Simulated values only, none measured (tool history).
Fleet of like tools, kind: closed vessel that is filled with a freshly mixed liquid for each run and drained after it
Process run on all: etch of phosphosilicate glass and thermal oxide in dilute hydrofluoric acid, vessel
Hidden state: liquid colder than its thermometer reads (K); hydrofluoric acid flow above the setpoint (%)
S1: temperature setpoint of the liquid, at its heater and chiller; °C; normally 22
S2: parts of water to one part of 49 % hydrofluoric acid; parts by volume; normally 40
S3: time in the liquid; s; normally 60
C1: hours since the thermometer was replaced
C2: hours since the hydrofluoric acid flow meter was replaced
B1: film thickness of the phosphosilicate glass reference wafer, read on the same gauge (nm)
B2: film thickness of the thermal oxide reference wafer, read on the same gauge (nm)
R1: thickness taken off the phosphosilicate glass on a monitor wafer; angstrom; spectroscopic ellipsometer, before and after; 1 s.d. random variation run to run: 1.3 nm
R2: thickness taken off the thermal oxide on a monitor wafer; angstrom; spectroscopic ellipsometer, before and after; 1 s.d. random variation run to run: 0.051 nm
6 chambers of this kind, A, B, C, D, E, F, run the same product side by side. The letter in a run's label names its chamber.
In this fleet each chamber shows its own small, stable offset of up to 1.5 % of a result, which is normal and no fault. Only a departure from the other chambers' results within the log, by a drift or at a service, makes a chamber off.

| run | hour | S1 | S2 | S3 | C1 | C2 | B1 | B2 | R1 | R2 |
|---|---|---|---|---|---|---|---|---|---|---|
| 1B | 7.0 | 22 | 40 | 60 | 560.7 | 888.9 | 119.98 | 130.01 | 2171.20 | 73.015 |
| 2C | 17.6 | 22 | 40 | 60 | 1063.3 | 664.1 | 119.98 | 130.00 | 2179.50 | 73.182 |
| 3F | 26.4 | 22 | 40 | 60 | 1104.3 | 646.2 | 119.98 | 129.98 | 2212.80 | 73.721 |
| 4E | 40.1 | 22 | 40 | 60 | 1312.1 | 1254.4 | 120.01 | 130.00 | 2190.30 | 72.158 |
| 5D | 54.4 | 22 | 40 | 60 | 1778.0 | 179.3 | 119.98 | 130.03 | 2209.20 | 73.630 |
|  | 59.6 | chamber B: hydrofluoric acid flow meter replaced |
| 6A | 65.1 | 22 | 50 | 60 | 2072.1 | 209.5 | 119.99 | 130.03 | 1728.80 | 57.872 |
| 7C | 74.6 | 22 | 50 | 60 | 1120.3 | 721.1 | 119.97 | 130.01 | 1724.70 | 57.566 |
| 8A | 87.9 | 22 | 50 | 60 | 2094.9 | 232.3 | 119.94 | 130.02 | 1696.70 | 58.499 |
| 9F | 94.3 | 22 | 50 | 60 | 1172.2 | 714.1 | 120.02 | 130.02 | 1738.80 | 57.811 |
| 10E | 102.1 | 22 | 50 | 60 | 1374.1 | 1316.4 | 119.96 | 130.00 | 1741.30 | 57.409 |
| 11D | 109.5 | 22 | 50 | 60 | 1833.1 | 234.4 | 120.01 | 130.00 | 1755.10 | 58.064 |
| 12B | 121.8 | 22 | 40 | 60 | 675.5 | 62.2 | 120.02 | 129.98 | 2206.20 | 71.456 |
| 13D | 128.9 | 22 | 40 | 60 | 1852.5 | 253.8 | 120.02 | 129.99 | 2243.00 | 74.018 |
| 14C | 135.4 | 22 | 40 | 60 | 1181.1 | 781.9 | 119.99 | 129.98 | 2216.60 | 73.073 |
| 15F | 147.1 | 22 | 40 | 60 | 1225.0 | 766.9 | 120.05 | 129.99 | 2200.90 | 73.705 |
| 16B | 160.3 | 22 | 40 | 60 | 714.0 | 100.7 | 120.00 | 130.00 | 2192.00 | 72.897 |
| 17A | 174.3 | 22 | 40 | 60 | 2181.3 | 318.7 | 120.02 | 130.00 | 2150.30 | 73.942 |
| 18E | 183.0 | 22 | 40 | 60 | 1455.0 | 1397.3 | 120.03 | 129.99 | 2207.60 | 72.546 |
| 19B | 196.5 | 22 | 40 | 60 | 750.2 | 136.9 | 120.03 | 129.99 | 2207.00 | 72.919 |
| 20F | 206.9 | 22 | 40 | 60 | 1284.8 | 826.7 | 119.99 | 129.98 | 2183.70 | 74.028 |
| 21A | 219.8 | 22 | 40 | 60 | 2226.8 | 364.2 | 119.96 | 130.03 | 2168.10 | 72.643 |
| 22E | 228.8 | 22 | 40 | 60 | 1500.8 | 1443.1 | 120.01 | 130.00 | 2174.60 | 72.199 |
| 23C | 237.7 | 22 | 40 | 60 | 1283.4 | 884.2 | 120.01 | 130.00 | 2197.30 | 73.790 |
| 24D | 250.4 | 22 | 40 | 60 | 1974.0 | 375.3 | 119.98 | 129.97 | 2214.50 | 73.787 |
| 25C | 257.2 | 22 | 40 | 60 | 1302.9 | 903.7 | 119.99 | 129.98 | 2209.40 | 73.900 |
| 26A | 263.8 | 22 | 40 | 60 | 2270.8 | 408.2 | 120.01 | 130.01 | 2159.10 | 72.167 |
| 27B | 273.0 | 22 | 40 | 60 | 826.7 | 213.4 | 120.01 | 130.00 | 2195.70 | 72.261 |
| 28E | 281.0 | 22 | 40 | 60 | 1553.0 | 1495.3 | 119.99 | 129.98 | 2220.30 | 73.009 |
|  | 287.6 | chamber F: thermometer replaced |
| 29F | 293.3 | 18 | 40 | 30 | 5.8 | 913.1 | 120.01 | 130.00 | 922.21 | 30.917 |
| 30D | 306.8 | 18 | 40 | 30 | 2030.4 | 431.7 | 119.97 | 129.99 | 934.32 | 31.267 |
|  | 309.4 | chamber A: thermometer replaced |
| 31A | 317.0 | 18 | 40 | 30 | 7.7 | 461.4 | 120.01 | 129.99 | 912.63 | 30.925 |
| 32B | 324.4 | 18 | 40 | 30 | 878.1 | 264.8 | 120.01 | 130.03 | 924.11 | 30.523 |
| 33F | 336.3 | 18 | 40 | 30 | 48.8 | 956.1 | 120.00 | 129.97 | 929.61 | 31.058 |
| 34C | 346.8 | 18 | 40 | 30 | 1392.5 | 993.3 | 120.02 | 130.01 | 903.74 | 30.563 |
| 35E | 360.7 | 22 | 40 | 60 | 1632.7 | 1575.0 | 120.02 | 130.01 | 2185.90 | 72.504 |
| 36D | 372.3 | 22 | 40 | 60 | 2095.9 | 497.2 | 120.00 | 129.99 | 2212.70 | 73.591 |
| 37E | 380.3 | 26 | 30 | 60 | 1652.3 | 1594.6 | 119.99 | 129.99 | 3507.90 | 115.550 |

All 6 chambers run these settings next. Forecast each chamber's results:
| 38A | 390.9 | 22 | 40 | 60 |  |  |  |  | ? | ? |
| 38B | 390.9 | 22 | 40 | 60 |  |  |  |  | ? | ? |
| 38C | 390.9 | 22 | 40 | 60 |  |  |  |  | ? | ? |
| 38D | 390.9 | 22 | 40 | 60 |  |  |  |  | ? | ? |
| 38E | 390.9 | 22 | 40 | 60 |  |  |  |  | ? | ? |
| 38F | 390.9 | 22 | 40 | 60 |  |  |  |  | ? | ? |

| run | R1 | R2 |
|---|---|---|
| 38A | 2166.40 | 73.507 |
| 38B | 2211.10 | 72.971 |
| 38C | 2176.00 | 73.313 |
| 38D | 2220.30 | 74.457 |
| 38E | 2179.40 | 73.011 |
| 38F | 2201.70 | 74.427 |

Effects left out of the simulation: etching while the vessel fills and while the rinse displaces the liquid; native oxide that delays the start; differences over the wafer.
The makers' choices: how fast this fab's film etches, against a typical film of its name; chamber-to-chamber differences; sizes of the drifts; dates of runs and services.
